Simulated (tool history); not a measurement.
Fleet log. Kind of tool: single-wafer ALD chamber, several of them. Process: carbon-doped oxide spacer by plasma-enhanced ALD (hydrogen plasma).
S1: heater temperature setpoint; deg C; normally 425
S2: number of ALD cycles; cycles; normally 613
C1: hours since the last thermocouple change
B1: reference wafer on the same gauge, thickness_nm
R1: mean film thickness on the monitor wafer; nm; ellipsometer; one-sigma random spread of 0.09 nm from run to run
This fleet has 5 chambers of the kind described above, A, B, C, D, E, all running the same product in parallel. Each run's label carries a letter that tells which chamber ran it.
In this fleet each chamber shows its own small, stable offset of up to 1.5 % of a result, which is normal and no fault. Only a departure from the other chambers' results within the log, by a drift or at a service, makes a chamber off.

{"run": "1D", "hour": 12.1, "S1": 425, "S2": 613, "C1": 159.0, "B1": 32.104, "R1": 28.159}
{"hour": 12.4, "done": "chamber E: thermocouple changed; heater temperature recalibrated"}
{"run": "2C", "hour": 21.6, "S1": 425, "S2": 613, "C1": 763.0, "B1": 32.087, "R1": 28.923}
{"run": "3E", "hour": 27.4, "S1": 425, "S2": 613, "C1": 15.1, "B1": 32.083, "R1": 28.417}
{"run": "4A", "hour": 34.2, "S1": 425, "S2": 613, "C1": 492.1, "B1": 32.107, "R1": 28.517}
{"run": "5B", "hour": 44.0, "S1": 425, "S2": 613, "C1": 2778.7, "B1": 32.103, "R1": 28.02}
{"run": "6D", "hour": 55.4, "S1": 425, "S2": 613, "C1": 202.3, "B1": 32.105, "R1": 28.21}
{"run": "7A", "hour": 62.0, "S1": 425, "S2": 613, "C1": 519.9, "B1": 32.145, "R1": 28.442}
{"run": "8B", "hour": 67.5, "S1": 425, "S2": 613, "C1": 2802.2, "B1": 32.11, "R1": 27.892}
{"run": "9C", "hour": 79.5, "S1": 425, "S2": 613, "C1": 820.9, "B1": 32.097, "R1": 28.87}
{"run": "10E", "hour": 86.2, "S1": 425, "S2": 613, "C1": 73.9, "B1": 32.079, "R1": 28.571}
{"run": "11A", "hour": 94.3, "S1": 425, "S2": 613, "C1": 552.2, "B1": 32.065, "R1": 28.284}
{"run": "12C", "hour": 101.6, "S1": 425, "S2": 613, "C1": 843.0, "B1": 32.085, "R1": 28.493}
{"run": "13D", "hour": 108.0, "S1": 425, "S2": 613, "C1": 254.9, "B1": 32.127, "R1": 28.247}
{"run": "14B", "hour": 114.4, "S1": 425, "S2": 613, "C1": 2849.1, "B1": 32.091, "R1": 27.957}
{"run": "15E", "hour": 121.8, "S1": 425, "S2": 613, "C1": 109.5, "B1": 32.099, "R1": 28.614}
{"run": "16D", "hour": 130.2, "S1": 425, "S2": 613, "C1": 277.1, "B1": 32.087, "R1": 28.352}
{"run": "17B", "hour": 138.4, "S1": 425, "S2": 613, "C1": 2873.1, "B1": 32.107, "R1": 27.906}
{"run": "18C", "hour": 144.8, "S1": 425, "S2": 613, "C1": 886.2, "B1": 32.098, "R1": 28.441}
{"hour": 150.6, "done": "chamber B: thermocouple changed; heater temperature recalibrated"}
{"run": "19A", "hour": 155.1, "S1": 425, "S2": 613, "C1": 613.0, "B1": 32.098, "R1": 28.39}
{"run": "20E", "hour": 167.0, "S1": 425, "S2": 573, "C1": 154.7, "B1": 32.104, "R1": 26.651}
{"run": "21B", "hour": 178.2, "S1": 425, "S2": 573, "C1": 27.7, "B1": 32.108, "R1": 25.704}
{"run": "22E", "hour": 185.1, "S1": 425, "S2": 573, "C1": 172.8, "B1": 32.105, "R1": 26.523}
{"run": "23C", "hour": 193.2, "S1": 425, "S2": 573, "C1": 934.6, "B1": 32.11, "R1": 26.818}
{"run": "24D", "hour": 203.1, "S1": 425, "S2": 573, "C1": 350.0, "B1": 32.101, "R1": 26.41}
{"run": "25A", "hour": 214.7, "S1": 425, "S2": 613, "C1": 672.6, "B1": 32.112, "R1": 28.416}
{"run": "26D", "hour": 220.0, "S1": 425, "S2": 613, "C1": 366.9, "B1": 32.068, "R1": 28.197}
{"run": "27B", "hour": 228.3, "S1": 425, "S2": 613, "C1": 77.8, "B1": 32.073, "R1": 27.407}
{"run": "28A", "hour": 233.7, "S1": 425, "S2": 613, "C1": 691.6, "B1": 32.098, "R1": 28.351}
{"run": "29C", "hour": 242.8, "S1": 425, "S2": 613, "C1": 984.2, "B1": 32.094, "R1": 28.419}
{"run": "30E", "hour": 253.6, "S1": 425, "S2": 613, "C1": 241.3, "B1": 32.123, "R1": 28.62}
{"run": "31B", "hour": 259.3, "S1": 425, "S2": 613, "C1": 108.8, "B1": 32.107, "R1": 27.461}
{"run": "32A", "hour": 267.3, "S1": 425, "S2": 613, "C1": 725.2, "B1": 32.076, "R1": 28.501}
{"run": "33E", "hour": 276.9, "S1": 425, "S2": 613, "C1": 264.6, "B1": 32.089, "R1": 28.476}
{"run": "34C", "hour": 289.1, "S1": 430, "S2": 692, "C1": 1030.5, "B1": 32.117, "R1": 31.862}
{"run": "35D", "hour": 298.8, "S1": 430, "S2": 692, "C1": 445.7, "B1": 32.077, "R1": 31.276}
{"run": "36B", "hour": 307.3, "S1": 430, "S2": 692, "C1": 156.8, "B1": 32.09, "R1": 30.419}
{"run": "37C", "hour": 315.8, "S1": 430, "S2": 692, "C1": 1057.2, "B1": 32.109, "R1": 31.739}
{"run": "38A", "hour": 325.5, "S1": 430, "S2": 692, "C1": 783.4, "B1": 32.073, "R1": 31.606}
{"run": "39E", "hour": 337.1, "S1": 415, "S2": 533, "C1": 324.8, "B1": 32.092, "R1": 25.709}
{"run": "40D", "hour": 345.4, "S1": 415, "S2": 533, "C1": 492.3, "B1": 32.113, "R1": 25.317}
{"run": "41C", "hour": 350.8, "S1": 415, "S2": 533, "C1": 1092.2, "B1": 32.107, "R1": 25.684}
{"run": "42D", "hour": 360.7, "S1": 415, "S2": 533, "C1": 507.6, "B1": 32.091, "R1": 25.413}

Decide between three cases: one chamber stands off from its peers, the gauge reading all wafers drifts, or nothing is wrong past each chamber's small offset. Where a chamber is off, say which and what most likely put it there.

A service left chamber B off against the others.
Cause: wafer temperature above the value expected at the setpoint (K) = 5.02.

Which of the 4 candidates below, each the usual settings with something changed and its results left as question marks, puts chamber B back in line with what the other chambers give on the usual settings?
In line here means within this much of the mean the other chambers give on the usual settings: R1 0.320 nm
{"run": "43B-1", "hour": 369.5, "S1": 426, "S2": 592, "R1": "?"}
{"run": "43B-2", "hour": 369.5, "S1": 424, "S2": 634, "R1": "?"}
{"run": "43B-3", "hour": 369.5, "S1": 424, "S2": 648, "R1": "?"}
{"run": "43B-4", "hour": 369.5, "S1": 426, "S2": 578, "R1": "?"}

The other chambers' mean on the usual settings: R1 28.460 nm
run=43B-1 R1=26.427
run=43B-2 R1=28.491
run=43B-3 R1=29.120
run=43B-4 R1=25.802
The answer is 43B-2, which returns the chamber to within the allowed miss of the others.

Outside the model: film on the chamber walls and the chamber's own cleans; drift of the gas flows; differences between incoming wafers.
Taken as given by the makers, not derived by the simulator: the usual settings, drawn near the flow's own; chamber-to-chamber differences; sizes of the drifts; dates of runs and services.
